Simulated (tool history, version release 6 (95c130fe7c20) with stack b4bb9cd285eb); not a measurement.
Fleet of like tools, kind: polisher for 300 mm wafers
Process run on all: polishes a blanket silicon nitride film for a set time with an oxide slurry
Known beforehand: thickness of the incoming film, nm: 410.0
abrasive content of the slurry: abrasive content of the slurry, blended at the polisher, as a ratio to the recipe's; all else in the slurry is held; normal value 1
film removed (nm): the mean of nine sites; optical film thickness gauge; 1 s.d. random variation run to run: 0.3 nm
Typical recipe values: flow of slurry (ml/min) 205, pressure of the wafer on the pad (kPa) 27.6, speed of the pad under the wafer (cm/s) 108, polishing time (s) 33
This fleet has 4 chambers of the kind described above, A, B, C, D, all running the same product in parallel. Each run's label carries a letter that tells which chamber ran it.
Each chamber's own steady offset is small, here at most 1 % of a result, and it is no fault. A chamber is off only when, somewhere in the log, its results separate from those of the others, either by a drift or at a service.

run	hour	flow of slurry (ml/min)	pressure of the wafer on the pad (kPa)	speed of the pad under the wafer (cm/s)	abrasive content of the slurry	polishing time (s)	wafers polished on this pad	hours since the slurry nozzle was cleaned	hours since the head pressure was calibrated	hours since the slurry blender was calibrated	hours since the conditioning disc was replaced	film removed (nm)
# hour 1.1: chamber A: slurry nozzle cleaned
1B	7.7	205	27.6	108	1	33	1031	359.9	159.6	339.0	212.7	26.756
# hour 7.8: chamber B: worn pad replaced by a new one
2A	13.9	205	27.6	108	1	33	288	12.8	774.0	76.3	57.3	26.316
# hour 19.2: chamber B: conditioning disc replaced and pad reconditioned
3C	20.3	205	27.6	108	1	33	1193	63.8	929.9	112.0	134.8	26.299
4D	27.1	205	27.6	108	1	33	918	566.9	705.4	253.5	202.1	26.201
# hour 32.1: chamber C: worn pad replaced by a new one
5C	34.9	205	27.6	108	1	33	28	78.4	944.5	126.6	149.4	26.210
6A	46.2	205	27.6	108	1	33	614	45.1	806.3	108.6	89.6	26.501
7D	57.6	205	27.6	108	1	33	1226	597.4	735.9	284.0	232.6	26.498
# hour 64.2: chamber D: worn pad replaced by a new one
8B	65.9	205	27.6	108	1	33	587	418.1	217.8	397.2	46.7	26.342
# hour 73.9: chamber B: slurry blender recalibrated
9B	75.2	205	27.6	108	1	33	681	427.4	227.1	1.3	56.0	26.259
10A	82.7	205	27.6	108	1	33	983	81.6	842.8	145.1	126.1	26.240
11D	93.6	205	27.6	108	1	33	297	633.4	771.9	320.0	268.6	26.285
# hour 95.1: chamber C: slurry blender recalibrated
# hour 95.4: chamber D: slurry blender recalibrated
# hour 104.7: chamber A: worn pad replaced by a new one
12C	106.1	205	27.6	108	1	33	748	149.6	1015.7	11.0	220.6	26.551
# hour 113.6: chamber B: worn pad replaced by a new one
13B	118.4	205	27.6	108	1	33	48	470.6	270.3	44.5	99.2	26.338
# hour 118.9: chamber C: head pressure recalibrated
14A	124.2	205	27.6	108	1	33	197	123.1	884.3	186.6	167.6	26.604
15C	136.2	255	31.7	108	1	33	1052	179.7	17.4	41.1	250.7	31.693
# hour 141.3: chamber A: slurry blender recalibrated
16D	148.0	255	31.7	108	1	33	847	687.8	826.3	52.6	323.0	31.322
# hour 148.4: chamber C: conditioning disc replaced and pad reconditioned
# hour 150.9: chamber B: slurry nozzle cleaned
17D	156.0	255	31.7	108	1	33	928	695.8	834.3	60.6	331.0	31.252
# hour 164.0: chamber A: head pressure recalibrated
18B	168.3	255	31.7	108	1	33	553	17.4	320.2	94.4	149.1	31.461
19A	178.6	205	27.6	108	1	33	747	177.5	14.6	37.3	222.0	26.400
# hour 179.8: chamber D: slurry nozzle cleaned
# hour 180.0: chamber C: worn pad replaced by a new one
20C	189.0	205	27.6	108	1	33	91	232.5	70.2	93.9	40.6	27.104
# hour 192.2: chamber D: worn pad replaced by a new one
21C	201.3	205	27.6	108	1	33	215	244.8	82.5	106.2	52.9	26.743
# hour 202.4: chamber B: conditioning disc replaced and pad reconditioned
22A	210.5	205	27.6	108	1	33	1070	209.4	46.5	69.2	253.9	26.483
23D	219.5	205	27.6	108	1	33	276	39.7	897.8	124.1	394.5	26.107
24B	228.8	205	27.6	108	1	33	1164	77.9	380.7	154.9	26.5	26.637
# hour 232.4: chamber B: worn pad replaced by a new one
# hour 233.9: chamber A: worn pad replaced by a new one
25B	239.7	205	27.6	108	1	33	73	88.8	391.6	165.8	37.4	26.904
26D	252.0	205	27.6	108	1	33	604	72.2	930.3	156.6	427.0	26.485
# hour 258.9: chamber A: conditioning disc replaced and pad reconditioned
27A	262.3	205	27.6	108	1	33	287	261.2	98.3	121.0	3.4	26.677
28C	271.1	205	27.6	108	1	33	920	314.6	152.3	176.0	122.7	26.461
29A	280.9	205	23.4	108	1	33	475	279.8	116.9	139.6	22.0	21.962
# hour 287.0: chamber B: head pressure recalibrated
30C	293.8	205	23.4	108	1	33	1150	337.3	175.0	198.7	145.4	22.805
31D	305.6	205	23.4	108	1	33	1146	125.8	983.9	210.2	480.6	22.312
# hour 307.9: chamber C: slurry blender recalibrated
32B	318.2	205	23.4	108	1	33	867	167.3	31.3	244.3	115.9	22.735
33D	326.6	205	27.6	108	1	33	1358	146.8	1004.9	231.2	501.6	26.359
# hour 328.0: chamber A: slurry blender recalibrated
# hour 329.5: chamber D: worn pad replaced by a new one
# hour 333.9: chamber D: head pressure recalibrated
34A	336.3	205	35.9	108	1	33	1035	335.2	172.3	8.3	77.4	33.850
# hour 337.9: chamber B: worn pad replaced by a new one
# hour 341.4: chamber C: worn pad replaced by a new one
35B	344.9	205	35.9	108	1	33	71	194.0	58.0	271.0	142.6	34.981
# hour 351.4: chamber A: worn pad replaced by a new one
36C	354.5	205	35.9	108	1	33	132	398.0	235.7	46.6	206.1	34.995
37D	365.6	205	35.9	108	1	33	365	185.8	31.8	270.2	540.6	35.010
# hour 373.7: chamber D: conditioning disc replaced and pad reconditioned
38A	375.5	205	27.6	108	1	33	243	374.4	211.5	47.5	116.6	26.130
39C	382.6	205	27.6	108	1	33	416	426.1	263.8	74.7	234.2	27.004
# hour 387.7: chamber B: conditioning disc replaced and pad reconditioned
40B	393.9	205	27.6	108	1	33	566	243.0	107.0	320.0	6.2	26.459
41A	403.9	205	27.6	92	1	33	530	402.8	239.9	75.9	145.0	22.950
# hour 409.1: chamber C: conditioning disc replaced and pad reconditioned
42C	412.6	205	27.6	92	1	33	719	456.1	293.8	104.7	3.6	23.592
43D	421.4	205	27.6	92	1	33	929	241.6	87.6	326.0	47.7	24.002
44B	428.9	205	27.6	92	1	33	920	278.0	142.0	355.0	41.2	23.051

The same settings go to every chamber for the next run, one line per chamber below. Forecast the results for each:
45A	438.2	205	27.6	128	1	33						?
45B	438.2	205	27.6	128	1	33						?
45C	438.2	205	27.6	128	1	33						?
45D	438.2	205	27.6	128	1	33						?

run	film removed (nm)
45A	30.284
45B	30.196
45C	30.705
45D	30.722
